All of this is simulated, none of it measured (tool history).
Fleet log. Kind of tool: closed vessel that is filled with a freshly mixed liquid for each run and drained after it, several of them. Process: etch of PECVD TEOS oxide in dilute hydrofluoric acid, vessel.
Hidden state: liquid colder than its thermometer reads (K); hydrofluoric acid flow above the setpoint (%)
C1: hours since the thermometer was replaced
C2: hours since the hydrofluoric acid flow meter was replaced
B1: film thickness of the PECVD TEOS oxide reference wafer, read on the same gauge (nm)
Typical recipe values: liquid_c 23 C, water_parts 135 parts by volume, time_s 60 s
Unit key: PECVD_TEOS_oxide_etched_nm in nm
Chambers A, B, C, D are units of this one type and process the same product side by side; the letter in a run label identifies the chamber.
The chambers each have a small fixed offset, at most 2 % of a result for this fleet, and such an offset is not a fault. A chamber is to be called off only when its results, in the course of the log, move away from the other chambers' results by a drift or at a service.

run 1B hour=7.9 | liquid_c=23 water_parts=135 time_s=60 | C1=1378.2 C2=1372.2 | B1=30.002 | PECVD_TEOS_oxide_etched_nm=11.0540
run 2D hour=17.7 | liquid_c=23 water_parts=135 time_s=60 | C1=564.3 C2=337.0 | B1=30.003 | PECVD_TEOS_oxide_etched_nm=11.0410
run 3A hour=24.0 | liquid_c=23 water_parts=135 time_s=60 | C1=99.0 C2=1432.4 | B1=30.008 | PECVD_TEOS_oxide_etched_nm=11.1330
run 4C hour=30.7 | liquid_c=23 water_parts=135 time_s=60 | C1=146.8 C2=247.2 | B1=29.987 | PECVD_TEOS_oxide_etched_nm=10.7860
run 5D hour=37.4 | liquid_c=23 water_parts=135 time_s=60 | C1=584.0 C2=356.7 | B1=30.011 | PECVD_TEOS_oxide_etched_nm=10.8720
-- hour=42.9 chamber D: thermometer replaced
run 6C hour=48.3 | liquid_c=23 water_parts=135 time_s=60 | C1=164.4 C2=264.8 | B1=30.007 | PECVD_TEOS_oxide_etched_nm=10.7270
run 7A hour=56.5 | liquid_c=23 water_parts=135 time_s=60 | C1=131.5 C2=1464.9 | B1=29.990 | PECVD_TEOS_oxide_etched_nm=11.1240
run 8B hour=62.8 | liquid_c=23 water_parts=135 time_s=60 | C1=1433.1 C2=1427.1 | B1=29.983 | PECVD_TEOS_oxide_etched_nm=10.9760
run 9D hour=71.5 | liquid_c=23 water_parts=135 time_s=60 | C1=28.7 C2=390.8 | B1=30.001 | PECVD_TEOS_oxide_etched_nm=11.0580
run 10A hour=79.7 | liquid_c=23 water_parts=135 time_s=60 | C1=154.7 C2=1488.1 | B1=29.995 | PECVD_TEOS_oxide_etched_nm=10.9490
run 11C hour=85.2 | liquid_c=23 water_parts=135 time_s=60 | C1=201.3 C2=301.7 | B1=29.996 | PECVD_TEOS_oxide_etched_nm=10.6260
run 12B hour=91.1 | liquid_c=23 water_parts=135 time_s=60 | C1=1461.4 C2=1455.4 | B1=29.999 | PECVD_TEOS_oxide_etched_nm=10.8490
run 13C hour=100.5 | liquid_c=23 water_parts=135 time_s=60 | C1=216.6 C2=317.0 | B1=30.003 | PECVD_TEOS_oxide_etched_nm=10.5930
-- hour=105.4 chamber B: hydrofluoric acid flow meter replaced
run 14B hour=109.0 | liquid_c=23 water_parts=135 time_s=60 | C1=1479.3 C2=3.6 | B1=30.011 | PECVD_TEOS_oxide_etched_nm=10.9870
run 15D hour=116.4 | liquid_c=23 water_parts=135 time_s=60 | C1=73.6 C2=435.7 | B1=29.985 | PECVD_TEOS_oxide_etched_nm=10.9850
run 16A hour=126.7 | liquid_c=23 water_parts=180 time_s=60 | C1=201.7 C2=1535.1 | B1=29.992 | PECVD_TEOS_oxide_etched_nm=7.9140
run 17D hour=137.0 | liquid_c=23 water_parts=180 time_s=60 | C1=94.2 C2=456.3 | B1=29.997 | PECVD_TEOS_oxide_etched_nm=7.9210
run 18C hour=143.2 | liquid_c=23 water_parts=180 time_s=60 | C1=259.3 C2=359.7 | B1=30.000 | PECVD_TEOS_oxide_etched_nm=7.5166
run 19A hour=153.6 | liquid_c=23 water_parts=180 time_s=60 | C1=228.6 C2=1562.0 | B1=30.025 | PECVD_TEOS_oxide_etched_nm=7.9851
-- hour=159.4 chamber D: hydrofluoric acid flow meter replaced
run 20B hour=162.7 | liquid_c=27 water_parts=135 time_s=90 | C1=1533.0 C2=57.3 | B1=30.014 | PECVD_TEOS_oxide_etched_nm=19.1040
run 21D hour=167.9 | liquid_c=27 water_parts=135 time_s=90 | C1=125.1 C2=8.5 | B1=29.999 | PECVD_TEOS_oxide_etched_nm=19.2540
run 22B hour=178.3 | liquid_c=27 water_parts=135 time_s=90 | C1=1548.6 C2=72.9 | B1=29.966 | PECVD_TEOS_oxide_etched_nm=19.3170
run 23A hour=188.4 | liquid_c=27 water_parts=135 time_s=90 | C1=263.4 C2=1596.8 | B1=29.994 | PECVD_TEOS_oxide_etched_nm=19.3000
run 24C hour=198.9 | liquid_c=23 water_parts=135 time_s=60 | C1=315.0 C2=415.4 | B1=29.989 | PECVD_TEOS_oxide_etched_nm=10.2720
run 25A hour=209.9 | liquid_c=23 water_parts=135 time_s=60 | C1=284.9 C2=1618.3 | B1=29.991 | PECVD_TEOS_oxide_etched_nm=11.1220
run 26C hour=216.3 | liquid_c=23 water_parts=135 time_s=95 | C1=332.4 C2=432.8 | B1=30.005 | PECVD_TEOS_oxide_etched_nm=15.9610
run 27D hour=222.8 | liquid_c=23 water_parts=135 time_s=95 | C1=180.0 C2=63.4 | B1=30.004 | PECVD_TEOS_oxide_etched_nm=17.3330
run 28B hour=228.7 | liquid_c=23 water_parts=135 time_s=95 | C1=1599.0 C2=123.3 | B1=29.996 | PECVD_TEOS_oxide_etched_nm=17.4670
run 29A hour=238.5 | liquid_c=23 water_parts=135 time_s=95 | C1=313.5 C2=1646.9 | B1=30.002 | PECVD_TEOS_oxide_etched_nm=17.5650
run 30D hour=245.1 | liquid_c=23 water_parts=135 time_s=60 | C1=202.3 C2=85.7 | B1=29.998 | PECVD_TEOS_oxide_etched_nm=11.0850
run 31B hour=251.2 | liquid_c=23 water_parts=135 time_s=60 | C1=1621.5 C2=145.8 | B1=29.996 | PECVD_TEOS_oxide_etched_nm=10.9970
run 32C hour=259.0 | liquid_c=23 water_parts=135 time_s=60 | C1=375.1 C2=475.5 | B1=30.005 | PECVD_TEOS_oxide_etched_nm=9.9730
run 33C hour=265.1 | liquid_c=23 water_parts=135 time_s=60 | C1=381.2 C2=481.6 | B1=29.999 | PECVD_TEOS_oxide_etched_nm=10.0240

Each of the 4 chambers runs these same settings next. Fill in every chamber's results:
run 34A hour=273.1 | liquid_c=23 water_parts=85 time_s=60 | PECVD_TEOS_oxide_etched_nm=?
run 34B hour=273.1 | liquid_c=23 water_parts=85 time_s=60 | PECVD_TEOS_oxide_etched_nm=?
run 34C hour=273.1 | liquid_c=23 water_parts=85 time_s=60 | PECVD_TEOS_oxide_etched_nm=?
run 34D hour=273.1 | liquid_c=23 water_parts=85 time_s=60 | PECVD_TEOS_oxide_etched_nm=?

run=34A PECVD_TEOS_oxide_etched_nm=18.6110
run=34B PECVD_TEOS_oxide_etched_nm=18.3900
run=34C PECVD_TEOS_oxide_etched_nm=16.7550
run=34D PECVD_TEOS_oxide_etched_nm=18.5700

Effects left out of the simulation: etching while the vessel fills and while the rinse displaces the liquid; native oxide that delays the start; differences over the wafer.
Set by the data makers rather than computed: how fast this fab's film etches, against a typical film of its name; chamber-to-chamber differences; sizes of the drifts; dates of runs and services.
